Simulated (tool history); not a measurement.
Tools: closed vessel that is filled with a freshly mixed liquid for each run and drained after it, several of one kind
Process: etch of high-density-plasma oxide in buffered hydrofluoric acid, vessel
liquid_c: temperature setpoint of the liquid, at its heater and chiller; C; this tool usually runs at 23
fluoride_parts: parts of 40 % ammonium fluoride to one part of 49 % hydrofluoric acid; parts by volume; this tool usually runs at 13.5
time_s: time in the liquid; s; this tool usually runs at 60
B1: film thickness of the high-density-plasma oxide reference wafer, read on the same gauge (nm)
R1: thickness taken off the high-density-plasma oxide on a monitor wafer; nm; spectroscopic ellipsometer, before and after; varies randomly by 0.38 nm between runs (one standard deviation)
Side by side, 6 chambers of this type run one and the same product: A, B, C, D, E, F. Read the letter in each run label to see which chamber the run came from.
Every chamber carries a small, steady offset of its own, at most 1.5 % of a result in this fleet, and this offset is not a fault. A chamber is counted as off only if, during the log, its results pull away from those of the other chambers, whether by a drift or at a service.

{"run": "1A", "hour": 6.4, "liquid_c": 23, "fluoride_parts": 13.5, "time_s": 60, "B1": 69.979, "R1": 53.009}
{"run": "2F", "hour": 13.0, "liquid_c": 23, "fluoride_parts": 13.5, "time_s": 60, "B1": 69.997, "R1": 52.732}
{"run": "3B", "hour": 19.0, "liquid_c": 23, "fluoride_parts": 13.5, "time_s": 60, "B1": 69.981, "R1": 52.245}
{"run": "4C", "hour": 24.0, "liquid_c": 23, "fluoride_parts": 13.5, "time_s": 60, "B1": 70.009, "R1": 52.151}
{"run": "5E", "hour": 27.6, "liquid_c": 23, "fluoride_parts": 13.5, "time_s": 60, "B1": 70.012, "R1": 52.262}
{"run": "6D", "hour": 31.3, "liquid_c": 23, "fluoride_parts": 13.5, "time_s": 60, "B1": 69.983, "R1": 52.173}
{"run": "7B", "hour": 35.9, "liquid_c": 23, "fluoride_parts": 13.5, "time_s": 60, "B1": 69.971, "R1": 52.43}
{"run": "8A", "hour": 41.6, "liquid_c": 23, "fluoride_parts": 13.5, "time_s": 60, "B1": 69.963, "R1": 52.449}
{"run": "9F", "hour": 47.3, "liquid_c": 23, "fluoride_parts": 13.5, "time_s": 60, "B1": 69.972, "R1": 53.222}
{"run": "10C", "hour": 53.2, "liquid_c": 23, "fluoride_parts": 13.5, "time_s": 60, "B1": 70.006, "R1": 52.834}
{"run": "11D", "hour": 57.2, "liquid_c": 23, "fluoride_parts": 13.5, "time_s": 80, "B1": 69.976, "R1": 70.372}
{"run": "12E", "hour": 62.9, "liquid_c": 23, "fluoride_parts": 13.5, "time_s": 80, "B1": 69.988, "R1": 70.463}
{"run": "13C", "hour": 66.7, "liquid_c": 23, "fluoride_parts": 13.5, "time_s": 80, "B1": 70.001, "R1": 71.264}
{"run": "14F", "hour": 74.5, "liquid_c": 23, "fluoride_parts": 13.5, "time_s": 80, "B1": 70.012, "R1": 71.207}
{"run": "15D", "hour": 78.6, "liquid_c": 23, "fluoride_parts": 13.5, "time_s": 80, "B1": 70.023, "R1": 70.086}
{"run": "16E", "hour": 84.7, "liquid_c": 23, "fluoride_parts": 13.5, "time_s": 80, "B1": 69.986, "R1": 71.285}
{"run": "17B", "hour": 88.8, "liquid_c": 23, "fluoride_parts": 13.5, "time_s": 60, "B1": 70.007, "R1": 51.933}
{"run": "18A", "hour": 94.6, "liquid_c": 23, "fluoride_parts": 13.5, "time_s": 60, "B1": 70.03, "R1": 53.078}
{"run": "19D", "hour": 102.4, "liquid_c": 23, "fluoride_parts": 13.5, "time_s": 60, "B1": 70.069, "R1": 52.595}
{"run": "20A", "hour": 107.0, "liquid_c": 23, "fluoride_parts": 13.5, "time_s": 60, "B1": 69.97, "R1": 53.774}
{"run": "21C", "hour": 112.3, "liquid_c": 23, "fluoride_parts": 13.5, "time_s": 60, "B1": 69.984, "R1": 52.815}
{"run": "22F", "hour": 117.7, "liquid_c": 23, "fluoride_parts": 16.5, "time_s": 40, "B1": 70.014, "R1": 28.934}
{"run": "23E", "hour": 123.4, "liquid_c": 23, "fluoride_parts": 16.5, "time_s": 40, "B1": 69.96, "R1": 28.962}
{"run": "24B", "hour": 130.5, "liquid_c": 23, "fluoride_parts": 16.5, "time_s": 40, "B1": 70.001, "R1": 28.356}
{"run": "25B", "hour": 138.3, "liquid_c": 23, "fluoride_parts": 16.5, "time_s": 40, "B1": 70.01, "R1": 29.013}
{"run": "26E", "hour": 142.9, "liquid_c": 23, "fluoride_parts": 16.5, "time_s": 40, "B1": 70.004, "R1": 29.125}
{"run": "27A", "hour": 147.5, "liquid_c": 23, "fluoride_parts": 16.5, "time_s": 40, "B1": 69.984, "R1": 29.673}
{"run": "28C", "hour": 152.3, "liquid_c": 23, "fluoride_parts": 13.5, "time_s": 60, "B1": 70.038, "R1": 52.501}
{"run": "29D", "hour": 156.4, "liquid_c": 23, "fluoride_parts": 13.5, "time_s": 60, "B1": 70.006, "R1": 51.95}
{"run": "30F", "hour": 162.7, "liquid_c": 23, "fluoride_parts": 13.5, "time_s": 60, "B1": 69.994, "R1": 52.417}
{"run": "31B", "hour": 169.6, "liquid_c": 23, "fluoride_parts": 17, "time_s": 60, "B1": 69.987, "R1": 41.599}
{"run": "32D", "hour": 175.4, "liquid_c": 23, "fluoride_parts": 17, "time_s": 60, "B1": 70.036, "R1": 41.7}
{"run": "33F", "hour": 180.4, "liquid_c": 23, "fluoride_parts": 17, "time_s": 60, "B1": 69.965, "R1": 42.269}
{"run": "34A", "hour": 186.6, "liquid_c": 23, "fluoride_parts": 17, "time_s": 60, "B1": 70.016, "R1": 44.051}
{"run": "35C", "hour": 191.2, "liquid_c": 23, "fluoride_parts": 17, "time_s": 60, "B1": 70.03, "R1": 41.842}
{"run": "36E", "hour": 196.7, "liquid_c": 23, "fluoride_parts": 17, "time_s": 60, "B1": 69.99, "R1": 42.238}
{"run": "37D", "hour": 201.5, "liquid_c": 21, "fluoride_parts": 13.5, "time_s": 35, "B1": 70.042, "R1": 27.307}
{"run": "38C", "hour": 206.6, "liquid_c": 21, "fluoride_parts": 13.5, "time_s": 35, "B1": 69.989, "R1": 27.112}
{"run": "39E", "hour": 211.9, "liquid_c": 21, "fluoride_parts": 13.5, "time_s": 35, "B1": 69.974, "R1": 27.522}

Read the log: is a single chamber off, either drifting away or since a service, is the gauge that measures every chamber drifting, or is nothing wrong beyond small per-chamber offsets? Name any odd chamber and what most likely caused it.

It is chamber A that slowly wanders off from its peers.
Most likely cause: hydrofluoric acid flow above the setpoint (%) = 4.66.
Not necessarily distinguishable in this log from: liquid hotter than its thermometer reads (K).

Below are 4 candidate recipes for chamber A's next run, each the usual settings with a change, their results shown as question marks. Which of them brings A's results back in line with what the other chambers give on the usual settings?
To be in line, a result may differ from the other chambers' mean on the usual settings by at most: R1 1.3 nm
{"run": "40A-1", "hour": 217.8, "liquid_c": 23.5, "fluoride_parts": 12.5, "time_s": 60, "R1": "?"}
{"run": "40A-2", "hour": 217.8, "liquid_c": 23, "fluoride_parts": 15, "time_s": 60, "R1": "?"}
{"run": "40A-3", "hour": 217.8, "liquid_c": 24, "fluoride_parts": 13.5, "time_s": 60, "R1": "?"}
{"run": "40A-4", "hour": 217.8, "liquid_c": 22, "fluoride_parts": 13.5, "time_s": 60, "R1": "?"}

Mean of the other chambers on the usual settings: R1 52.58 nm
run=40A-1 R1=61.063
run=40A-2 R1=49.787
run=40A-3 R1=58.285
run=40A-4 R1=52.163
The right change is 40A-4: it brings the chamber back within the allowed miss of the others.
